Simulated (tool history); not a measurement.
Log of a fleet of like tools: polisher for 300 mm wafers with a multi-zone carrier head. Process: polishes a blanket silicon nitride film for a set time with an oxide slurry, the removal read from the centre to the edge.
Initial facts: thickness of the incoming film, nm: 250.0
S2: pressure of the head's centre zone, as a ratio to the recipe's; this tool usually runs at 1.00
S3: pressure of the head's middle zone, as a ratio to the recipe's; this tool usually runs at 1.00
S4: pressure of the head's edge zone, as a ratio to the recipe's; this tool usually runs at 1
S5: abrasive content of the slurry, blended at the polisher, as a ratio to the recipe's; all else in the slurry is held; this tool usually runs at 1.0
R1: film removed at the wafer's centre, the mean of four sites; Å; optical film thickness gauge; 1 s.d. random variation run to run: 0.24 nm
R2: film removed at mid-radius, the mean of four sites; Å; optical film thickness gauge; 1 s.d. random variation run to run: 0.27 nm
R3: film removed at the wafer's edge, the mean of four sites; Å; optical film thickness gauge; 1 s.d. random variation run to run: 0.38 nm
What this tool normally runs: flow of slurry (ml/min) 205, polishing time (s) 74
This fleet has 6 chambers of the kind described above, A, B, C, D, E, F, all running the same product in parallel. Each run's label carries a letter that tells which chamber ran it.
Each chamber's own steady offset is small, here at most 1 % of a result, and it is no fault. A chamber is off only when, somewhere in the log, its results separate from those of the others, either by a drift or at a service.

Run 1D, day 0.208: usual settings. Result: R1 271.95 Å, R2 263.27 Å, R3 273.75 Å.
Run 2A, day 0.417: usual settings. Result: R1 268.77 Å, R2 267.93 Å, R3 270.76 Å.
At day 0.562: chamber A: centre zone pressure recalibrated.
Run 3C, day 0.608: usual settings. Result: R1 263.95 Å, R2 270.32 Å, R3 267.32 Å.
Run 4B, day 0.858: usual settings. Result: R1 270.93 Å, R2 264.41 Å, R3 265.96 Å.
Run 5F, day 1.017: usual settings. Result: R1 270.93 Å, R2 270.33 Å, R3 264.58 Å.
Run 6E, day 1.246: usual settings. Result: R1 267.40 Å, R2 265.59 Å, R3 267.78 Å.
At day 1.496: chamber F: centre zone pressure recalibrated.
Run 7E, day 1.504: usual settings but S2 0.92, S5 1.1. Result: R1 254.11 Å, R2 277.90 Å, R3 283.55 Å.
At day 1.517: chamber B: worn pad replaced by a new one.
Run 8D, day 1.762: usual settings but S2 0.92, S5 1.1. Result: R1 261.87 Å, R2 277.83 Å, R3 275.84 Å.
At day 1.992: chamber D: worn pad replaced by a new one.
Run 9B, day 2.025: usual settings but S2 0.92, S5 1.1. Result: R1 259.32 Å, R2 281.36 Å, R3 278.12 Å.
At day 2.267: chamber E: worn pad replaced by a new one.
Run 10C, day 2.275: usual settings but S2 0.92, S5 1.1. Result: R1 255.03 Å, R2 285.35 Å, R3 282.48 Å.
At day 2.492: chamber F: worn pad replaced by a new one.
Run 11F, day 2.517: usual settings but S2 0.92, S5 1.1. Result: R1 259.21 Å, R2 278.74 Å, R3 274.97 Å.
Run 12A, day 2.717: usual settings but S2 0.92, S5 1.1. Result: R1 253.37 Å, R2 280.30 Å, R3 288.37 Å.
Run 13E, day 2.867: usual settings but S3 0.94. Result: R1 268.60 Å, R2 256.17 Å, R3 261.20 Å.
At day 2.925: chamber C: worn pad replaced by a new one.
Run 14C, day 3.062: usual settings but S3 0.94. Result: R1 267.04 Å, R2 254.85 Å, R3 263.23 Å.
Run 15A, day 3.262: usual settings but S3 0.94. Result: R1 267.27 Å, R2 252.38 Å, R3 273.60 Å.
At day 3.296: chamber A: edge zone pressure recalibrated.
At day 3.462: chamber A: worn pad replaced by a new one.
Run 16F, day 3.542: usual settings but S3 0.94. Result: R1 266.73 Å, R2 252.78 Å, R3 267.07 Å.
Run 17D, day 3.788: usual settings but S3 0.94. Result: R1 271.32 Å, R2 252.92 Å, R3 270.79 Å.
Run 18B, day 4.042: usual settings but S3 0.94. Result: R1 273.21 Å, R2 251.80 Å, R3 274.44 Å.
Run 19B, day 4.325: usual settings. Result: R1 272.49 Å, R2 266.58 Å, R3 269.87 Å.
Run 20E, day 4.475: usual settings. Result: R1 265.40 Å, R2 265.02 Å, R3 266.28 Å.
Run 21C, day 4.754: usual settings. Result: R1 268.07 Å, R2 271.52 Å, R3 269.84 Å.
At day 4.942: chamber E: worn pad replaced by a new one.
Run 22D, day 4.996: usual settings. Result: R1 270.19 Å, R2 272.31 Å, R3 267.68 Å.
Run 23F, day 5.183: usual settings. Result: R1 269.65 Å, R2 265.86 Å, R3 275.03 Å.
Run 24A, day 5.412: usual settings. Result: R1 269.01 Å, R2 266.23 Å, R3 271.79 Å.
At day 5.425: chamber C: slurry nozzle cleaned.
At day 5.483: chamber B: worn pad replaced by a new one.
Run 25E, day 5.625: usual settings. Result: R1 266.43 Å, R2 269.91 Å, R3 269.08 Å.
Run 26C, day 5.775: usual settings. Result: R1 272.88 Å, R2 271.11 Å, R3 264.83 Å.
Run 27A, day 5.988: usual settings. Result: R1 269.16 Å, R2 264.52 Å, R3 272.62 Å.
Run 28B, day 6.242: usual settings. Result: R1 268.80 Å, R2 263.97 Å, R3 264.37 Å.
Run 29F, day 6.471: usual settings. Result: R1 269.65 Å, R2 270.22 Å, R3 270.31 Å.
At day 6.671: chamber D: worn pad replaced by a new one.
Run 30D, day 6.729: usual settings. Result: R1 270.39 Å, R2 272.93 Å, R3 262.26 Å.
At day 6.771: chamber A: worn pad replaced by a new one.
At day 6.792: chamber D: centre zone pressure recalibrated.
Run 31A, day 7.033: usual settings. Result: R1 265.57 Å, R2 270.33 Å, R3 262.09 Å.
Run 32F, day 7.308: usual settings. Result: R1 268.93 Å, R2 267.33 Å, R3 271.58 Å.
At day 7.371: chamber E: slurry nozzle cleaned.
At day 7.467: chamber E: worn pad replaced by a new one.
At day 7.525: chamber F: worn pad replaced by a new one.
Run 33E, day 7.571: usual settings. Result: R1 268.56 Å, R2 265.65 Å, R3 273.25 Å.
Run 34B, day 7.754: usual settings. Result: R1 269.79 Å, R2 266.52 Å, R3 268.86 Å.
Run 35C, day 7.950: usual settings but flow of slurry (ml/min) 225. Result: R1 268.23 Å, R2 267.35 Å, R3 272.97 Å.
Run 36D, day 8.167: usual settings but flow of slurry (ml/min) 225. Result: R1 277.65 Å, R2 270.99 Å, R3 263.66 Å.
Run 37C, day 8.317: usual settings but flow of slurry (ml/min) 225. Result: R1 273.02 Å, R2 269.09 Å, R3 267.86 Å.
Run 38F, day 8.542: usual settings but flow of slurry (ml/min) 225. Result: R1 275.10 Å, R2 274.45 Å, R3 274.05 Å.

Read the log: is a single chamber off, either drifting away or since a service, is the gauge that measures every chamber drifting, or is nothing wrong beyond small per-chamber offsets? Name any odd chamber and what most likely caused it.

Nothing is wrong: each chamber keeps only its own small, steady offset and the gauge holds still.
